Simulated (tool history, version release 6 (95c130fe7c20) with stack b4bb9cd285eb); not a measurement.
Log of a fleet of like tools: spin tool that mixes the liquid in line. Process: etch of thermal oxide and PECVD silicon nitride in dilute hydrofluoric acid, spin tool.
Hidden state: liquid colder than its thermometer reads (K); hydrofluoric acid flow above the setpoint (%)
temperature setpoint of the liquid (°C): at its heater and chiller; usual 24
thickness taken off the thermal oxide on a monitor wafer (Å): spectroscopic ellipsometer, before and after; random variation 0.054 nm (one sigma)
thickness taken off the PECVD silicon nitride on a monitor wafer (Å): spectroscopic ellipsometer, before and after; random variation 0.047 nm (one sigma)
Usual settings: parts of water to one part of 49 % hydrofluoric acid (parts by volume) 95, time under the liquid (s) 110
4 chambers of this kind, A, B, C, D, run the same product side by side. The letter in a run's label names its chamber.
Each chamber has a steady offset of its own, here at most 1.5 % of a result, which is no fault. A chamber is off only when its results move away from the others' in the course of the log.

run   hour  temperature setpoint of the liquid (°C)  parts of water to one part of 49 % hydrofluoric acid (parts by volume)  time under the liquid (s)  hours since the thermometer was replaced  hours since the hydrofluoric acid flow meter was replaced  read-back film thickness of the thermal oxide reference wafer, read on the same gauge (nm)  read-back film thickness of the PECVD silicon nitride reference wafer, read on the same gauge (nm)  thickness taken off the thermal oxide on a monitor wafer (Å)  thickness taken off the PECVD silicon nitride on a monitor wafer (Å)
 1D   15.3                                       24                                                                      95                        110                                     434.2                                                      415.8                                                                                      69.979                                                                                              130.01                                                         56.35                                                                50.672
 2A   23.4                                       24                                                                      95                        110                                     538.2                                                     1762.8                                                                                       70.02                                                                                              130.01                                                        56.683                                                                 51.29
 3C     38                                       24                                                                      95                        110                                     849.3                                                      588.5                                                                                      70.026                                                                                              130.03                                                        55.604                                                                 51.33
 4B   51.5                                       24                                                                      95                        110                                     907.2                                                        159                                                                                      70.001                                                                                                 130                                                        57.006                                                                51.169
 5D   66.4                                       24                                                                      95                        110                                     485.3                                                      466.9                                                                                       70.01                                                                                                 130                                                        57.239                                                                51.095
      72.9  -- chamber C: thermometer replaced
 6C   77.1                                       24                                                                      95                        110                                       4.3                                                      627.6                                                                                      70.002                                                                                              130.03                                                        55.412                                                                51.684
 7A   84.3                                       24                                                                      95                        110                                     599.1                                                     1823.7                                                                                      69.997                                                                                              129.99                                                         55.55                                                                50.403
 8B     92                                       24                                                                      95                        110                                     947.7                                                      199.5                                                                                      69.981                                                                                              129.99                                                        55.723                                                                49.583
 9C  107.5                                       24                                                                      95                        110                                      34.7                                                        658                                                                                      69.975                                                                                              130.01                                                         55.72                                                                52.007
10A  115.6                                       24                                                                      95                        110                                     630.4                                                       1855                                                                                      69.998                                                                                              130.02                                                        55.879                                                                50.686
     122.5  -- chamber A: hydrofluoric acid flow meter replaced
11D  124.6                                       24                                                                      95                        110                                     543.5                                                      525.1                                                                                      69.989                                                                                              129.98                                                         56.08                                                                50.277
12B  135.9                                       24                                                                      95                        110                                     991.6                                                      243.4                                                                                      70.016                                                                                              129.98                                                        55.857                                                                49.877
     144.8  -- chamber D: hydrofluoric acid flow meter replaced
13B  148.5                                       24                                                                      95                        110                                    1004.2                                                        256                                                                                      69.997                                                                                              129.97                                                        56.033                                                                 51.45
14A  160.4                                       24                                                                      95                        110                                     675.2                                                         38                                                                                      70.014                                                                                              129.98                                                        55.574                                                                50.036
15C  173.1                                       24                                                                      95                        110                                     100.3                                                      723.6                                                                                      70.016                                                                                              130.01                                                        55.625                                                                  51.8
16D  186.1                                       24                                                                      95                        110                                       605                                                       41.4                                                                                      70.025                                                                                              129.99                                                        56.327                                                                49.575
17B  198.6                                       24                                                                      95                        110                                    1054.3                                                      306.1                                                                                      70.004                                                                                              130.01                                                        55.664                                                                50.152
18A  211.6                                       24                                                                      95                        110                                     726.4                                                       89.2                                                                                      69.987                                                                                                 130                                                         55.62                                                                51.008
19C  221.9                                       24                                                                      95                        110                                     149.1                                                      772.4                                                                                      70.001                                                                                              129.99                                                        56.604                                                                51.168
20D  235.5                                       24                                                                      95                        110                                     654.4                                                       90.8                                                                                      69.998                                                                                                 130                                                         56.25                                                                51.551
21B  247.9                                       24                                                                      95                        110                                    1103.6                                                      355.4                                                                                      70.003                                                                                              129.98                                                        56.935                                                                49.539
22A  260.8                                       22                                                                      95                         70                                     775.6                                                      138.4                                                                                      69.988                                                                                              129.98                                                        32.475                                                                27.907
23D  271.1                                       22                                                                      95                         70                                       690                                                      126.4                                                                                      70.026                                                                                              129.98                                                        32.492                                                                28.169
24C  285.2                                       22                                                                      95                         70                                     212.4                                                      835.7                                                                                      70.017                                                                                              130.01                                                        33.036                                                                28.793

Is one chamber off against the others, does the gauge drift, or is nothing wrong? If a chamber is off, say which, and what the likeliest cause is.

No chamber stands off beyond its own small offset, and the gauge holds steady.
